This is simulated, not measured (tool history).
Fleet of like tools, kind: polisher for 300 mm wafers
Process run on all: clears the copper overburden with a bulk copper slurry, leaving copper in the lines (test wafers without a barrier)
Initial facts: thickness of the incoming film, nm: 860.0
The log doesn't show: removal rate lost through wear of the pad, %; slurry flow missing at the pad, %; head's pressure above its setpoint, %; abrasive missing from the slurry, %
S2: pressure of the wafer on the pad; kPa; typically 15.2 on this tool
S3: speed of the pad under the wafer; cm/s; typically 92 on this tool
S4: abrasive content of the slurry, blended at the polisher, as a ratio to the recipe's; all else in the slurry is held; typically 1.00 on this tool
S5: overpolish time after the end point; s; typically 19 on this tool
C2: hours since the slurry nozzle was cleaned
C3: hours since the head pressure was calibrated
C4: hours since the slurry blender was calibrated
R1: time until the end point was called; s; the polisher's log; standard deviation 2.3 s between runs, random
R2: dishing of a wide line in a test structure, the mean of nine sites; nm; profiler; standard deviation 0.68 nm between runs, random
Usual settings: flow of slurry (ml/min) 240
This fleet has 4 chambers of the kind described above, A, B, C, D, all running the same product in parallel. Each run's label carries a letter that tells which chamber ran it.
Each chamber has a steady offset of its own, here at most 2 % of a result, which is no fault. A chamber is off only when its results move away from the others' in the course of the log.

run 1C hour=5.7 | flow_of_slurry_(ml/min)=240 S2=15.2 S3=92 S4=1.00 S5=19 | wafers_polished_on_this_pad=318 C2=212.2 C3=1188.6 C4=139.5 | R1=156.23 R2=62.327
run 2D hour=12.1 | flow_of_slurry_(ml/min)=240 S2=15.2 S3=92 S4=1.00 S5=19 | wafers_polished_on_this_pad=422 C2=367.7 C3=635.0 C4=12.8 | R1=153.80 R2=62.694
-- hour=14.2 chamber A: slurry blender recalibrated
run 3B hour=19.4 | flow_of_slurry_(ml/min)=240 S2=15.2 S3=92 S4=1.00 S5=19 | wafers_polished_on_this_pad=149 C2=369.9 C3=205.9 C4=68.4 | R1=160.87 R2=62.977
run 4A hour=26.9 | flow_of_slurry_(ml/min)=240 S2=15.2 S3=92 S4=1.00 S5=19 | wafers_polished_on_this_pad=323 C2=84.6 C3=148.5 C4=12.7 | R1=158.45 R2=62.644
run 5A hour=30.7 | flow_of_slurry_(ml/min)=240 S2=15.2 S3=92 S4=1.00 S5=19 | wafers_polished_on_this_pad=342 C2=88.4 C3=152.3 C4=16.5 | R1=163.00 R2=63.323
run 6B hour=36.4 | flow_of_slurry_(ml/min)=240 S2=15.2 S3=92 S4=1.00 S5=19 | wafers_polished_on_this_pad=235 C2=386.9 C3=222.9 C4=85.4 | R1=161.88 R2=61.998
-- hour=37.7 chamber C: head pressure recalibrated
run 7C hour=43.9 | flow_of_slurry_(ml/min)=240 S2=15.2 S3=92 S4=1.00 S5=19 | wafers_polished_on_this_pad=511 C2=250.4 C3=6.3 C4=177.7 | R1=160.84 R2=62.819
-- hour=46.6 chamber B: slurry nozzle cleaned
-- hour=51.2 chamber D: worn pad replaced by a new one
run 8D hour=51.5 | flow_of_slurry_(ml/min)=240 S2=15.2 S3=92 S4=1.00 S5=19 | wafers_polished_on_this_pad=1 C2=407.1 C3=674.4 C4=52.2 | R1=154.82 R2=62.105
-- hour=53.7 chamber C: slurry nozzle cleaned
run 9A hour=55.3 | flow_of_slurry_(ml/min)=240 S2=15.2 S3=92 S4=1.00 S5=19 | wafers_polished_on_this_pad=467 C2=113.0 C3=176.9 C4=41.1 | R1=158.66 R2=62.213
run 10B hour=61.3 | flow_of_slurry_(ml/min)=175 S2=15.2 S3=92 S4=0.85 S5=19 | wafers_polished_on_this_pad=362 C2=14.8 C3=247.8 C4=110.3 | R1=174.82 R2=59.982
run 11D hour=67.5 | flow_of_slurry_(ml/min)=175 S2=15.2 S3=92 S4=0.85 S5=19 | wafers_polished_on_this_pad=82 C2=423.1 C3=690.4 C4=68.2 | R1=166.12 R2=58.577
run 12C hour=73.7 | flow_of_slurry_(ml/min)=175 S2=15.2 S3=92 S4=0.85 S5=19 | wafers_polished_on_this_pad=662 C2=20.0 C3=36.1 C4=207.5 | R1=170.78 R2=58.802
run 13C hour=81.4 | flow_of_slurry_(ml/min)=175 S2=15.2 S3=92 S4=0.85 S5=19 | wafers_polished_on_this_pad=701 C2=27.7 C3=43.8 C4=215.2 | R1=171.62 R2=59.246
run 14A hour=88.7 | flow_of_slurry_(ml/min)=240 S2=15.2 S3=92 S4=1.00 S5=19 | wafers_polished_on_this_pad=636 C2=146.4 C3=210.3 C4=74.5 | R1=158.65 R2=63.105
run 15B hour=95.4 | flow_of_slurry_(ml/min)=240 S2=15.2 S3=92 S4=1.00 S5=19 | wafers_polished_on_this_pad=535 C2=48.9 C3=281.9 C4=144.4 | R1=159.18 R2=62.353
-- hour=98.6 chamber C: slurry blender recalibrated
run 16D hour=102.9 | flow_of_slurry_(ml/min)=240 S2=15.2 S3=92 S4=1.00 S5=19 | wafers_polished_on_this_pad=262 C2=458.5 C3=725.8 C4=103.6 | R1=158.24 R2=61.786
-- hour=106.6 chamber A: worn pad replaced by a new one
run 17A hour=107.7 | flow_of_slurry_(ml/min)=240 S2=15.2 S3=92 S4=1.00 S5=19 | wafers_polished_on_this_pad=5 C2=165.4 C3=229.3 C4=93.5 | R1=155.73 R2=62.022
-- hour=109.7 chamber D: slurry blender recalibrated
run 18B hour=112.0 | flow_of_slurry_(ml/min)=240 S2=15.2 S3=92 S4=1.00 S5=19 | wafers_polished_on_this_pad=619 C2=65.5 C3=298.5 C4=161.0 | R1=160.13 R2=62.346
-- hour=114.3 chamber B: head pressure recalibrated
run 19D hour=115.8 | flow_of_slurry_(ml/min)=240 S2=15.2 S3=92 S4=1.00 S5=19 | wafers_polished_on_this_pad=327 C2=471.4 C3=738.7 C4=6.2 | R1=151.93 R2=61.160
run 20C hour=119.9 | flow_of_slurry_(ml/min)=240 S2=15.2 S3=92 S4=1.00 S5=19 | wafers_polished_on_this_pad=897 C2=66.2 C3=82.3 C4=21.3 | R1=165.21 R2=60.961
run 21B hour=127.5 | flow_of_slurry_(ml/min)=240 S2=15.2 S3=92 S4=1.00 S5=19 | wafers_polished_on_this_pad=697 C2=81.0 C3=13.2 C4=176.5 | R1=157.76 R2=63.851
run 22D hour=132.1 | flow_of_slurry_(ml/min)=240 S2=15.2 S3=92 S4=1.00 S5=19 | wafers_polished_on_this_pad=410 C2=487.7 C3=755.0 C4=22.5 | R1=152.94 R2=62.538
run 23C hour=135.5 | flow_of_slurry_(ml/min)=240 S2=15.2 S3=92 S4=1.00 S5=19 | wafers_polished_on_this_pad=976 C2=81.8 C3=97.9 C4=36.9 | R1=173.10 R2=60.332
run 24A hour=143.0 | flow_of_slurry_(ml/min)=240 S2=15.2 S3=92 S4=1.00 S5=19 | wafers_polished_on_this_pad=184 C2=200.7 C3=264.6 C4=128.8 | R1=157.73 R2=62.202
run 25A hour=147.2 | flow_of_slurry_(ml/min)=240 S2=15.2 S3=92 S4=1.00 S5=19 | wafers_polished_on_this_pad=205 C2=204.9 C3=268.8 C4=133.0 | R1=156.48 R2=62.934

Is one chamber out of step, is the gauge drifting, or do the chambers differ by no more than their own small offsets? For an off chamber, give its letter and the likeliest cause.

Little by little, chamber C moves away from the other chambers.
Cause: removal rate lost through wear of the pad, % = 8.53.
The log might look much the same if the cause were instead: head's pressure below its setpoint, %.

Below are 4 candidate recipes for chamber C's next run, each the usual settings with a change, their results shown as question marks. Which of them brings C's results back in line with what the other chambers give on the usual settings?
Allowed miss from the other chambers' usual-settings mean, per result, to count as in line: R1 8.20 s; R2 2.400 nm
run 26C-1 hour=152.8 | flow_of_slurry_(ml/min)=240 S2=15.9 S3=96 S4=1.00 S5=19 | R1=? R2=?
run 26C-2 hour=152.8 | flow_of_slurry_(ml/min)=240 S2=14.5 S3=88 S4=1.00 S5=19 | R1=? R2=?
run 26C-3 hour=152.8 | flow_of_slurry_(ml/min)=245 S2=16.5 S3=100 S4=1.00 S5=19 | R1=? R2=?
run 26C-4 hour=152.8 | flow_of_slurry_(ml/min)=240 S2=13.8 S3=84 S4=1.00 S5=20 | R1=? R2=?

On the usual settings, the other chambers give on average: R1 156.82 s; R2 62.685 nm
run=26C-1 R1=156.88 R2=63.168
run=26C-2 R1=187.70 R2=54.751
run=26C-3 R1=143.91 R2=67.531
run=26C-4 R1=206.63 R2=52.655
26C-1 is the one that brings the chamber's results back in line with the other chambers.
